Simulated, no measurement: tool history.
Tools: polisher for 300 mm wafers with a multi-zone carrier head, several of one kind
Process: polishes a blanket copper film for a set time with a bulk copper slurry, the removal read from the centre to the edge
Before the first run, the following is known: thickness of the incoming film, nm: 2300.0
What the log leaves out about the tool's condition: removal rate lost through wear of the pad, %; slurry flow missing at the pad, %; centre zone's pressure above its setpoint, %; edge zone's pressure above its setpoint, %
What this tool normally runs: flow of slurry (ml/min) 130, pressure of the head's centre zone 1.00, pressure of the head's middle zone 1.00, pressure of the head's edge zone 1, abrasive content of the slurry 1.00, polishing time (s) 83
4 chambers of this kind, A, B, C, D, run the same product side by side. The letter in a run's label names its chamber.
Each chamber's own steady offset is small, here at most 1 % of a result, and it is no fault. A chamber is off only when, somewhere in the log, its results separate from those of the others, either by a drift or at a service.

run	day	flow of slurry (ml/min)	pressure of the head's centre zone	pressure of the head's middle zone	pressure of the head's edge zone	abrasive content of the slurry	polishing time (s)	wafers polished on this pad	hours since the slurry nozzle was cleaned	hours since the centre zone pressure was calibrated	hours since the edge zone pressure was calibrated	film removed at the wafer's centre (angstrom)	film removed at mid-radius (angstrom)	film removed at the wafer's edge (angstrom)
1A	0.221	130	1.00	1.00	1	1.00	83	366	346.3	135.3	71.2	6619.3	6512.5	6735.8
# day 0.342: chamber D: worn pad replaced by a new one
# day 0.342: chamber C: worn pad replaced by a new one
2D	0.404	130	1.00	1.00	1	1.00	83	16	346.0	360.6	148.7	6664.5	6919.0	6666.6
3B	0.517	130	1.00	1.00	1	1.00	83	288	362.0	263.1	581.2	6760.5	6558.3	6657.6
4C	0.667	130	1.00	1.00	1	1.00	83	82	835.1	168.4	620.3	6571.0	6674.2	6631.5
5B	0.888	130	1.00	1.00	1	1.00	83	381	370.9	272.0	590.1	6642.2	6589.0	6633.5
6A	1.121	130	1.00	1.00	1	1.00	83	593	367.9	156.9	92.8	6567.2	6473.6	6633.2
7D	1.329	130	1.00	1.00	1	1.00	83	250	368.2	382.8	170.9	6674.5	6758.1	6607.2
8C	1.529	130	1.00	1.00	1	1.00	83	300	855.8	189.1	641.0	6584.8	6693.1	6568.1
9A	1.646	130	1.00	1.00	1	1.00	83	726	380.5	169.5	105.4	6619.9	6668.8	6594.7
10D	1.833	130	1.00	1.00	1	1.00	83	377	380.3	394.9	183.0	6593.7	6695.3	6693.1
# day 2.017: chamber C: slurry nozzle cleaned
11C	2.025	130	1.00	1.00	1	1.00	83	425	0.3	201.0	652.9	6580.9	6633.4	6637.9
12B	2.250	130	1.00	1.00	1	1.00	83	726	403.6	304.7	622.8	6596.5	6698.8	6601.6
13C	2.458	130	1.00	1.00	1	1.25	83	535	10.7	211.4	663.3	6996.5	7184.7	6996.0
14B	2.667	130	1.00	1.00	1	1.25	83	831	413.6	314.7	632.8	6920.8	7011.2	6976.8
15A	2.792	130	1.00	1.00	1	1.25	83	1015	408.0	197.0	132.9	6865.7	7004.5	6960.4
# day 2.821: chamber D: worn pad replaced by a new one
16D	3.021	130	1.00	1.00	1	1.25	83	50	408.8	423.4	211.5	6973.9	6949.0	6969.3
17C	3.146	130	1.00	1.00	1	1.00	83	708	27.2	227.9	679.8	6612.2	6779.1	6708.3
# day 3.208: chamber C: worn pad replaced by a new one
# day 3.262: chamber B: worn pad replaced by a new one
18B	3.279	130	1.00	1.00	1	1.00	83	5	428.3	329.4	647.5	6648.7	6562.2	6658.3
19D	3.442	130	1.00	1.00	1	1.00	83	157	418.9	433.5	221.6	6675.0	6689.5	6681.7
# day 3.629: chamber C: edge zone pressure recalibrated
20A	3.662	130	1.00	1.00	1	1.00	83	1235	428.9	217.9	153.8	6452.8	6458.7	6524.2
21C	3.858	110	1.00	0.95	1	1.00	83	164	44.3	245.0	5.6	6301.1	6131.4	6529.2
22A	4.067	110	1.00	0.95	1	1.00	83	1337	438.6	227.6	163.5	6187.7	6000.3	6420.1
23D	4.258	110	1.00	0.95	1	1.00	83	363	438.5	453.1	241.2	6365.3	6243.2	6395.6
24B	4.400	110	1.00	0.95	1	1.00	83	288	455.2	356.3	674.4	6326.5	6198.2	6511.2
25A	4.542	130	0.96	1.00	1	1.00	83	1457	450.0	239.0	174.9	6129.0	6453.2	6525.3
26C	4.754	130	0.96	1.00	1	1.00	83	391	65.8	266.5	27.1	6329.4	6720.7	6670.7
27D	4.983	130	0.96	1.00	1	1.00	83	546	455.9	470.5	258.6	6351.0	6666.5	6774.0
28B	5.092	130	0.96	1.00	1	1.00	83	463	471.8	372.9	691.0	6335.9	6688.7	6644.3
# day 5.150: chamber D: worn pad replaced by a new one
29B	5.317	130	1.00	1.00	1	1.00	83	519	477.2	378.3	696.4	6681.5	6572.1	6746.9
30D	5.512	130	1.00	1.00	1	1.00	67	92	468.6	483.2	271.3	5421.2	5305.1	5303.8

Next, all 4 chambers run the settings below, one line each with question marks for the results. What does each chamber give?
31A	5.679	130	1.06	1.00	1	1.00	83					?	?	?
31B	5.679	130	1.06	1.00	1	1.00	83					?	?	?
31C	5.679	130	1.06	1.00	1	1.00	83					?	?	?
31D	5.679	130	1.06	1.00	1	1.00	83					?	?	?

run	film removed at the wafer's centre (angstrom)	film removed at mid-radius (angstrom)	film removed at the wafer's edge (angstrom)
31A	6845.5	6290.7	6428.6
31B	7113.3	6582.5	6583.5
31C	7105.9	6719.0	6633.0
31D	7054.9	6651.0	6580.0
